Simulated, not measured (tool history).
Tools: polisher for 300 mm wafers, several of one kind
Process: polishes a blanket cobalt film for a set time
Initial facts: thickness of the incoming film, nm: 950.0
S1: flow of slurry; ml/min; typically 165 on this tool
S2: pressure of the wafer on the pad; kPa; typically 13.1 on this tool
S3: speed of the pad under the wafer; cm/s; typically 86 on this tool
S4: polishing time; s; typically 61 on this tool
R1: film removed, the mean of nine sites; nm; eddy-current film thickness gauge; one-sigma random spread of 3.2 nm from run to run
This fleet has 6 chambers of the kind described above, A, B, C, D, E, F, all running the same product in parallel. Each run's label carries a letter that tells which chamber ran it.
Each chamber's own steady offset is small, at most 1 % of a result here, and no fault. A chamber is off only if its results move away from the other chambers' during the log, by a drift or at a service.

{"run": "1A", "hour": 10.4, "S1": 165, "S2": 13.1, "S3": 86, "S4": 61, "R1": 256.08}
{"hour": 12.7, "done": "chamber F: slurry nozzle cleaned"}
{"hour": 13.5, "done": "chamber D: head pressure recalibrated"}
{"run": "2C", "hour": 21.2, "S1": 165, "S2": 13.1, "S3": 86, "S4": 61, "R1": 255.53}
{"hour": 22.3, "done": "chamber E: worn pad replaced by a new one"}
{"run": "3B", "hour": 32.0, "S1": 165, "S2": 13.1, "S3": 86, "S4": 61, "R1": 251.7}
{"hour": 44.6, "done": "chamber F: worn pad replaced by a new one"}
{"run": "4F", "hour": 44.8, "S1": 165, "S2": 13.1, "S3": 86, "S4": 61, "R1": 244.99}
{"hour": 50.3, "done": "chamber A: worn pad replaced by a new one"}
{"run": "5D", "hour": 55.3, "S1": 165, "S2": 13.1, "S3": 86, "S4": 61, "R1": 253.71}
{"hour": 64.3, "done": "chamber B: worn pad replaced by a new one"}
{"run": "6E", "hour": 64.5, "S1": 165, "S2": 13.1, "S3": 86, "S4": 61, "R1": 250.63}
{"run": "7B", "hour": 71.7, "S1": 165, "S2": 13.1, "S3": 86, "S4": 61, "R1": 251.1}
{"run": "8D", "hour": 84.6, "S1": 165, "S2": 13.1, "S3": 86, "S4": 61, "R1": 248.68}
{"run": "9F", "hour": 91.4, "S1": 165, "S2": 13.1, "S3": 86, "S4": 61, "R1": 254.37}
{"hour": 94.2, "done": "chamber A: slurry nozzle cleaned"}
{"run": "10E", "hour": 105.2, "S1": 165, "S2": 13.1, "S3": 86, "S4": 52, "R1": 215.43}
{"hour": 114.8, "done": "chamber D: slurry nozzle cleaned"}
{"run": "11C", "hour": 119.0, "S1": 165, "S2": 13.1, "S3": 86, "S4": 52, "R1": 219.45}
{"hour": 121.8, "done": "chamber D: worn pad replaced by a new one"}
{"run": "12A", "hour": 133.9, "S1": 165, "S2": 13.1, "S3": 86, "S4": 52, "R1": 219.63}
{"hour": 142.8, "done": "chamber B: worn pad replaced by a new one"}
{"hour": 146.7, "done": "chamber E: worn pad replaced by a new one"}
{"run": "13D", "hour": 148.8, "S1": 165, "S2": 13.1, "S3": 86, "S4": 52, "R1": 213.66}
{"hour": 151.3, "done": "chamber A: worn pad replaced by a new one"}
{"run": "14B", "hour": 161.5, "S1": 165, "S2": 13.1, "S3": 86, "S4": 52, "R1": 214.3}
{"hour": 168.1, "done": "chamber C: worn pad replaced by a new one"}
{"run": "15A", "hour": 176.0, "S1": 165, "S2": 13.1, "S3": 86, "S4": 52, "R1": 222.16}
{"run": "16C", "hour": 184.7, "S1": 185, "S2": 13.1, "S3": 86, "S4": 61, "R1": 262.84}
{"run": "17F", "hour": 193.2, "S1": 185, "S2": 13.1, "S3": 86, "S4": 61, "R1": 253.26}
{"run": "18E", "hour": 206.3, "S1": 185, "S2": 13.1, "S3": 86, "S4": 61, "R1": 265.25}
{"run": "19C", "hour": 215.4, "S1": 185, "S2": 13.1, "S3": 86, "S4": 61, "R1": 253.0}
{"hour": 219.9, "done": "chamber F: worn pad replaced by a new one"}
{"run": "20D", "hour": 224.5, "S1": 185, "S2": 13.1, "S3": 86, "S4": 61, "R1": 256.39}
{"run": "21F", "hour": 232.1, "S1": 185, "S2": 13.1, "S3": 86, "S4": 61, "R1": 252.33}
{"hour": 236.2, "done": "chamber A: worn pad replaced by a new one"}
{"hour": 241.6, "done": "chamber B: worn pad replaced by a new one"}
{"hour": 243.1, "done": "chamber E: worn pad replaced by a new one"}
{"run": "22A", "hour": 245.7, "S1": 165, "S2": 13.1, "S3": 86, "S4": 61, "R1": 253.44}
{"run": "23E", "hour": 258.0, "S1": 165, "S2": 13.1, "S3": 86, "S4": 61, "R1": 253.71}
{"hour": 258.1, "done": "chamber D: worn pad replaced by a new one"}
{"hour": 265.5, "done": "chamber B: head pressure recalibrated"}
{"run": "24B", "hour": 265.6, "S1": 165, "S2": 13.1, "S3": 86, "S4": 61, "R1": 223.97}
{"run": "25F", "hour": 273.5, "S1": 165, "S2": 13.1, "S3": 86, "S4": 61, "R1": 255.84}
{"hour": 278.3, "done": "chamber C: slurry nozzle cleaned"}
{"run": "26C", "hour": 281.1, "S1": 165, "S2": 13.1, "S3": 86, "S4": 61, "R1": 251.72}
{"run": "27B", "hour": 289.7, "S1": 165, "S2": 13.1, "S3": 86, "S4": 61, "R1": 217.31}
{"hour": 292.2, "done": "chamber C: head pressure recalibrated"}
{"run": "28E", "hour": 300.5, "S1": 165, "S2": 13.1, "S3": 86, "S4": 61, "R1": 252.38}
{"run": "29A", "hour": 314.3, "S1": 165, "S2": 13.1, "S3": 86, "S4": 61, "R1": 258.9}
{"hour": 318.8, "done": "chamber A: worn pad replaced by a new one"}
{"run": "30D", "hour": 325.7, "S1": 165, "S2": 13.1, "S3": 86, "S4": 61, "R1": 251.83}
{"run": "31B", "hour": 332.5, "S1": 165, "S2": 13.1, "S3": 86, "S4": 61, "R1": 218.96}
{"hour": 336.1, "done": "chamber E: slurry nozzle cleaned"}
{"hour": 336.6, "done": "chamber B: worn pad replaced by a new one"}
{"hour": 342.7, "done": "chamber C: worn pad replaced by a new one"}
{"run": "32F", "hour": 345.8, "S1": 165, "S2": 13.1, "S3": 86, "S4": 61, "R1": 246.95}
{"run": "33E", "hour": 359.7, "S1": 165, "S2": 13.1, "S3": 86, "S4": 61, "R1": 259.73}
{"hour": 362.9, "done": "chamber E: worn pad replaced by a new one"}
{"run": "34D", "hour": 367.2, "S1": 165, "S2": 13.1, "S3": 86, "S4": 61, "R1": 256.71}
{"run": "35C", "hour": 376.2, "S1": 165, "S2": 13.1, "S3": 86, "S4": 61, "R1": 254.73}
{"run": "36A", "hour": 383.1, "S1": 165, "S2": 13.1, "S3": 86, "S4": 61, "R1": 253.13}
{"run": "37E", "hour": 395.1, "S1": 165, "S2": 13.1, "S3": 86, "S4": 61, "R1": 258.45}
{"hour": 395.5, "done": "chamber A: worn pad replaced by a new one"}
{"run": "38D", "hour": 407.0, "S1": 165, "S2": 13.1, "S3": 86, "S4": 61, "R1": 249.33}
{"run": "39A", "hour": 415.7, "S1": 165, "S2": 13.1, "S3": 86, "S4": 61, "R1": 256.39}
{"run": "40C", "hour": 427.0, "S1": 165, "S2": 13.1, "S3": 86, "S4": 61, "R1": 251.44}
{"hour": 433.1, "done": "chamber B: worn pad replaced by a new one"}
{"run": "41B", "hour": 440.4, "S1": 165, "S2": 13.1, "S3": 86, "S4": 61, "R1": 221.01}

Predict what each chamber gives when all 6 of them run the settings below next.
{"run": "42A", "hour": 451.2, "S1": 165, "S2": 13.1, "S3": 102, "S4": 61, "R1": "?"}
{"run": "42B", "hour": 451.2, "S1": 165, "S2": 13.1, "S3": 102, "S4": 61, "R1": "?"}
{"run": "42C", "hour": 451.2, "S1": 165, "S2": 13.1, "S3": 102, "S4": 61, "R1": "?"}
{"run": "42D", "hour": 451.2, "S1": 165, "S2": 13.1, "S3": 102, "S4": 61, "R1": "?"}
{"run": "42E", "hour": 451.2, "S1": 165, "S2": 13.1, "S3": 102, "S4": 61, "R1": "?"}
{"run": "42F", "hour": 451.2, "S1": 165, "S2": 13.1, "S3": 102, "S4": 61, "R1": "?"}

run=42A R1=302.37
run=42B R1=262.18
run=42C R1=307.67
run=42D R1=298.43
run=42E R1=300.42
run=42F R1=300.17
